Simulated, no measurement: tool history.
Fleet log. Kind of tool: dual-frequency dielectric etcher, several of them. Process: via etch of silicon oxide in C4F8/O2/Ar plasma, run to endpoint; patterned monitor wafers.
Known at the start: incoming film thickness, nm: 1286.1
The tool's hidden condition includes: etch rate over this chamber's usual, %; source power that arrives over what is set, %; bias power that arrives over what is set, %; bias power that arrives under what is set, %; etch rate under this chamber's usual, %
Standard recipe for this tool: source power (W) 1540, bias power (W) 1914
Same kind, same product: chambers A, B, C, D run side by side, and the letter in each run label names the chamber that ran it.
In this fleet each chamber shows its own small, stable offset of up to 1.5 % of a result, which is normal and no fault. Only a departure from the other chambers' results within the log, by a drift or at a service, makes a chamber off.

run     day  source power (W)  bias power (W)  hours since the last wet clean  hours since the last source power generator calibration  hours since the last bias power generator calibration  endpoint time (s)
 1A   0.254              1540            1914                           282.9                                                     16.1                                                 4014.7             283.94
 2B   0.788              1540            1914                           285.4                                                   2804.7                                                  429.7             284.13
 3D   1.125              1540            1914                           356.4                                                   1344.4                                                  575.0             284.98
 4C   1.483              1540            1914                           265.4                                                   4545.6                                                 3559.3             289.29
      1.662  -- chamber D: wet clean of the chamber
 5C   1.983              1540            1914                           277.4                                                   4557.6                                                 3571.3             287.59
 6D   2.433              1540            1515                            18.6                                                   1375.8                                                  606.4             305.20
 7B   2.721              1540            1515                           331.8                                                   2851.1                                                  476.1             302.37
 8A   3.004              1540            1515                           348.9                                                     82.1                                                 4080.7             302.91
 9C   3.346              1540            1515                           310.1                                                   4590.3                                                 3604.0             308.04
10B   3.758              1540            1914                           356.7                                                   2876.0                                                  501.0             286.46
11D   4.146              1540            1914                            59.7                                                   1416.9                                                  647.5             285.75
12A   4.421              1540            1914                           382.9                                                    116.1                                                 4114.7             277.99
13B   4.792              1540            1914                           381.5                                                   2900.8                                                  525.8             283.00
      5.154  -- chamber A: bias power generator calibrated
14C   5.346              1540            1914                           358.1                                                   4638.3                                                 3652.0             288.43
15D   5.671              1540            1914                            96.3                                                   1453.5                                                  684.1             286.07
16A   6.229              1540            1914                           426.3                                                    159.5                                                   25.8             276.28
17D   6.733              1540            1914                           121.8                                                   1479.0                                                  709.6             283.64
18C   7.262              1680            2126                           404.1                                                   4684.3                                                 3698.0             271.37
19A   7.729              1680            2126                           462.3                                                    195.5                                                   61.8             256.95
20B   8.129              1680            2126                           461.6                                                   2980.9                                                  605.9             266.96
      8.242  -- chamber C: wet clean of the chamber
21A   8.383              1680            2126                           478.0                                                    211.2                                                   77.5             258.96
22B   8.725              1540            1914                           475.9                                                   2995.2                                                  620.2             284.37
23D   8.979              1540            1914                           175.7                                                   1532.9                                                  763.5             282.48
24C   9.512              1540            1914                            30.5                                                   4738.3                                                 3752.0             289.10
25B  10.017              1540            1914                           506.9                                                   3026.2                                                  651.2             283.56
26A  10.375              1540            1914                           525.8                                                    259.0                                                  125.3             272.05
27C  10.712              1540            1914                            59.3                                                   4767.1                                                 3780.8             287.52
28D  11.129              1540            1914                           227.3                                                   1584.5                                                  815.1             284.28
29C  11.533              1540            1914                            79.0                                                   4786.8                                                 3800.5             288.30
30A  12.000              1540            1914                           564.8                                                    298.0                                                  164.3             269.01
31D  12.554              1540            1914                           261.5                                                   1618.7                                                  849.3             284.91
32B  13.083              1540            1914                           580.5                                                   3099.8                                                  724.8             283.54
33D  13.629              1540            1914                           287.3                                                   1644.5                                                  875.1             283.35

Is one chamber out of step, is the gauge drifting, or do the chambers differ by no more than their own small offsets? For an off chamber, give its letter and the likeliest cause.

Little by little, chamber A moves away from the other chambers.
What lies behind it: etch rate over this chamber's usual, % = 5.47.

Here are 4 candidates for chamber A's next run, each the usual settings with a change, their results left as question marks. Which one brings its results back in line with what the others give on the usual settings?
In-line tolerance around the mean of the other chambers on the usual settings: endpoint time (s) 4.70
34A-1  14.033              1380            1771                                                                                                                                                                  ?
34A-2  14.033              1540            2326                                                                                                                                                                  ?
34A-3  14.033              1430            1914                                                                                                                                                                  ?
34A-4  14.033              1650            1914                                                                                                                                                                  ?

The mean the other chambers reach with the usual settings: endpoint time (s) 286.06
  run  endpoint time (s)
34A-1             287.55
34A-2             253.93
34A-3             277.15
34A-4             261.67
The right change is 34A-1: it brings the chamber back within the allowed miss of the others.
